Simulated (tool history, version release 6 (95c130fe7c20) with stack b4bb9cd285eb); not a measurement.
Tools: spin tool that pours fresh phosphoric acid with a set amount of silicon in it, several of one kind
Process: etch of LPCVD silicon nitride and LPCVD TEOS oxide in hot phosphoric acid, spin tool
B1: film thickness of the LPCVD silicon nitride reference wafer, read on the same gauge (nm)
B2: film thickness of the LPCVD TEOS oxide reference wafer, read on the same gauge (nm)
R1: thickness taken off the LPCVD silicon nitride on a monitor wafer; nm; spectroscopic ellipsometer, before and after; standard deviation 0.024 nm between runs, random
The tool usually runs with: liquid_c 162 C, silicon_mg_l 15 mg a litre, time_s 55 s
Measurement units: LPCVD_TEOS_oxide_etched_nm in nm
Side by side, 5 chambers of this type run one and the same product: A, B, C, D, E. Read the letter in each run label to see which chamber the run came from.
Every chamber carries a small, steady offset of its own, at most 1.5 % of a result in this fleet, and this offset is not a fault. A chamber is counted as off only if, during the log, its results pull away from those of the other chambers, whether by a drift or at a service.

run 1A hour=8.3 | liquid_c=162 silicon_mg_l=15 time_s=55 | B1=150 B2=140.02 | R1=4.9973 LPCVD_TEOS_oxide_etched_nm=0.19796
run 2B hour=22.1 | liquid_c=162 silicon_mg_l=15 time_s=55 | B1=149.99 B2=139.99 | R1=4.9134 LPCVD_TEOS_oxide_etched_nm=0.23298
run 3C hour=36.2 | liquid_c=162 silicon_mg_l=15 time_s=55 | B1=150.01 B2=140.02 | R1=4.8631 LPCVD_TEOS_oxide_etched_nm=0.1863
run 4D hour=50.6 | liquid_c=162 silicon_mg_l=15 time_s=55 | B1=150.01 B2=139.99 | R1=4.9067 LPCVD_TEOS_oxide_etched_nm=0.25038
run 5E hour=58.2 | liquid_c=162 silicon_mg_l=15 time_s=55 | B1=150 B2=139.99 | R1=4.9613 LPCVD_TEOS_oxide_etched_nm=0.20464
run 6D hour=65.3 | liquid_c=162 silicon_mg_l=15 time_s=55 | B1=150 B2=140 | R1=4.8916 LPCVD_TEOS_oxide_etched_nm=0.25238
run 7B hour=73.9 | liquid_c=162 silicon_mg_l=15 time_s=55 | B1=150 B2=140.01 | R1=4.9372 LPCVD_TEOS_oxide_etched_nm=0.24288
run 8E hour=84.4 | liquid_c=162 silicon_mg_l=15 time_s=55 | B1=150.01 B2=140 | R1=4.928 LPCVD_TEOS_oxide_etched_nm=0.21068
run 9A hour=91.4 | liquid_c=162 silicon_mg_l=15 time_s=55 | B1=150 B2=139.99 | R1=4.9859 LPCVD_TEOS_oxide_etched_nm=0.24596
-- hour=93 chamber D: thermometer replaced
run 10C hour=101.5 | liquid_c=161 silicon_mg_l=25.5 time_s=55 | B1=149.99 B2=140.02 | R1=4.6628 LPCVD_TEOS_oxide_etched_nm=0.14312
run 11E hour=114 | liquid_c=161 silicon_mg_l=25.5 time_s=55 | B1=149.98 B2=140.02 | R1=4.7792 LPCVD_TEOS_oxide_etched_nm=0.16118
run 12C hour=126.4 | liquid_c=161 silicon_mg_l=25.5 time_s=55 | B1=150.01 B2=140.02 | R1=4.6998 LPCVD_TEOS_oxide_etched_nm=0.14146
run 13B hour=138.6 | liquid_c=161 silicon_mg_l=25.5 time_s=55 | B1=149.99 B2=139.99 | R1=4.731 LPCVD_TEOS_oxide_etched_nm=0.14593
run 14A hour=150.9 | liquid_c=161 silicon_mg_l=25.5 time_s=55 | B1=149.99 B2=140 | R1=4.7795 LPCVD_TEOS_oxide_etched_nm=0.13274
run 15D hour=157.9 | liquid_c=162 silicon_mg_l=15 time_s=45 | B1=150 B2=139.99 | R1=3.9703 LPCVD_TEOS_oxide_etched_nm=0.22702
-- hour=162.1 chamber B: heated supply line repaired
run 16A hour=168.5 | liquid_c=162 silicon_mg_l=15 time_s=45 | B1=149.99 B2=139.99 | R1=4.0274 LPCVD_TEOS_oxide_etched_nm=0.23289
run 17B hour=183.1 | liquid_c=162 silicon_mg_l=15 time_s=45 | B1=149.99 B2=140.03 | R1=4.0479 LPCVD_TEOS_oxide_etched_nm=0.23401
run 18E hour=197.9 | liquid_c=162 silicon_mg_l=15 time_s=45 | B1=150.01 B2=139.98 | R1=4.0772 LPCVD_TEOS_oxide_etched_nm=0.20548
run 19C hour=210 | liquid_c=162 silicon_mg_l=15 time_s=45 | B1=150.01 B2=140 | R1=3.973 LPCVD_TEOS_oxide_etched_nm=0.15796
-- hour=210.1 chamber A: dissolved silicon flow meter replaced
run 20D hour=223 | liquid_c=162 silicon_mg_l=15 time_s=55 | B1=149.98 B2=140.03 | R1=4.8886 LPCVD_TEOS_oxide_etched_nm=0.22257
-- hour=224.5 chamber D: heated supply line repaired
run 21E hour=237.3 | liquid_c=162 silicon_mg_l=15 time_s=55 | B1=150 B2=140 | R1=4.9932 LPCVD_TEOS_oxide_etched_nm=0.18717
-- hour=251.8 chamber E: dissolved silicon flow meter replaced
run 22A hour=252.3 | liquid_c=162 silicon_mg_l=15 time_s=55 | B1=150 B2=139.96 | R1=4.8981 LPCVD_TEOS_oxide_etched_nm=0.19742
run 23D hour=263.2 | liquid_c=162 silicon_mg_l=15 time_s=80 | B1=150 B2=140 | R1=7.2249 LPCVD_TEOS_oxide_etched_nm=0.33129
run 24B hour=271.2 | liquid_c=162 silicon_mg_l=15 time_s=80 | B1=149.98 B2=139.98 | R1=7.2292 LPCVD_TEOS_oxide_etched_nm=0.32332
run 25C hour=284.4 | liquid_c=162 silicon_mg_l=15 time_s=80 | B1=150.01 B2=139.99 | R1=7.1013 LPCVD_TEOS_oxide_etched_nm=0.2995
run 26D hour=294 | liquid_c=162 silicon_mg_l=15 time_s=80 | B1=149.99 B2=140 | R1=7.129 LPCVD_TEOS_oxide_etched_nm=0.31159
-- hour=301.1 chamber A: thermometer replaced
run 27B hour=302.1 | liquid_c=162 silicon_mg_l=15 time_s=80 | B1=150.01 B2=140 | R1=7.2053 LPCVD_TEOS_oxide_etched_nm=0.33756
run 28C hour=314.4 | liquid_c=162 silicon_mg_l=15 time_s=55 | B1=150.03 B2=140 | R1=4.8582 LPCVD_TEOS_oxide_etched_nm=0.2525
run 29A hour=328 | liquid_c=162 silicon_mg_l=15 time_s=55 | B1=150 B2=139.98 | R1=4.952 LPCVD_TEOS_oxide_etched_nm=0.2296
run 30E hour=336.4 | liquid_c=162 silicon_mg_l=15 time_s=55 | B1=150 B2=139.99 | R1=4.9832 LPCVD_TEOS_oxide_etched_nm=0.23194
run 31A hour=343.6 | liquid_c=162 silicon_mg_l=15 time_s=55 | B1=150 B2=140 | R1=4.9888 LPCVD_TEOS_oxide_etched_nm=0.20253
run 32D hour=357.5 | liquid_c=163 silicon_mg_l=23 time_s=55 | B1=150 B2=140 | R1=5.0838 LPCVD_TEOS_oxide_etched_nm=0.20617
run 33C hour=364.6 | liquid_c=163 silicon_mg_l=23 time_s=55 | B1=149.99 B2=140.02 | R1=5.0296 LPCVD_TEOS_oxide_etched_nm=0.22915
run 34E hour=373.1 | liquid_c=163 silicon_mg_l=23 time_s=55 | B1=150.02 B2=140.01 | R1=5.1254 LPCVD_TEOS_oxide_etched_nm=0.19805
run 35B hour=386 | liquid_c=163 silicon_mg_l=23 time_s=55 | B1=149.99 B2=139.99 | R1=5.0995 LPCVD_TEOS_oxide_etched_nm=0.20633
run 36B hour=399.3 | liquid_c=163 silicon_mg_l=23 time_s=55 | B1=150 B2=140 | R1=5.0796 LPCVD_TEOS_oxide_etched_nm=0.15112
run 37E hour=412.2 | liquid_c=162 silicon_mg_l=15 time_s=55 | B1=149.99 B2=140 | R1=4.9834 LPCVD_TEOS_oxide_etched_nm=0.20819
run 38C hour=423.8 | liquid_c=162 silicon_mg_l=15 time_s=55 | B1=150.01 B2=140 | R1=4.8785 LPCVD_TEOS_oxide_etched_nm=0.25655
run 39A hour=436.3 | liquid_c=162 silicon_mg_l=15 time_s=55 | B1=150.01 B2=139.99 | R1=4.9676 LPCVD_TEOS_oxide_etched_nm=0.23293
run 40D hour=447.8 | liquid_c=162 silicon_mg_l=15 time_s=55 | B1=150.01 B2=140.01 | R1=4.9227 LPCVD_TEOS_oxide_etched_nm=0.2551

Next, every chamber runs the same settings. What will each give?
run 41A hour=459.1 | liquid_c=164.5 silicon_mg_l=15 time_s=55 | R1=? LPCVD_TEOS_oxide_etched_nm=?
run 41B hour=459.1 | liquid_c=164.5 silicon_mg_l=15 time_s=55 | R1=? LPCVD_TEOS_oxide_etched_nm=?
run 41C hour=459.1 | liquid_c=164.5 silicon_mg_l=15 time_s=55 | R1=? LPCVD_TEOS_oxide_etched_nm=?
run 41D hour=459.1 | liquid_c=164.5 silicon_mg_l=15 time_s=55 | R1=? LPCVD_TEOS_oxide_etched_nm=?
run 41E hour=459.1 | liquid_c=164.5 silicon_mg_l=15 time_s=55 | R1=? LPCVD_TEOS_oxide_etched_nm=?

run=41A R1=5.428 LPCVD_TEOS_oxide_etched_nm=0.28295
run=41B R1=5.3636 LPCVD_TEOS_oxide_etched_nm=0.25811
run=41C R1=5.2986 LPCVD_TEOS_oxide_etched_nm=0.27012
run=41D R1=5.3954 LPCVD_TEOS_oxide_etched_nm=0.26242
run=41E R1=5.3728 LPCVD_TEOS_oxide_etched_nm=0.27361
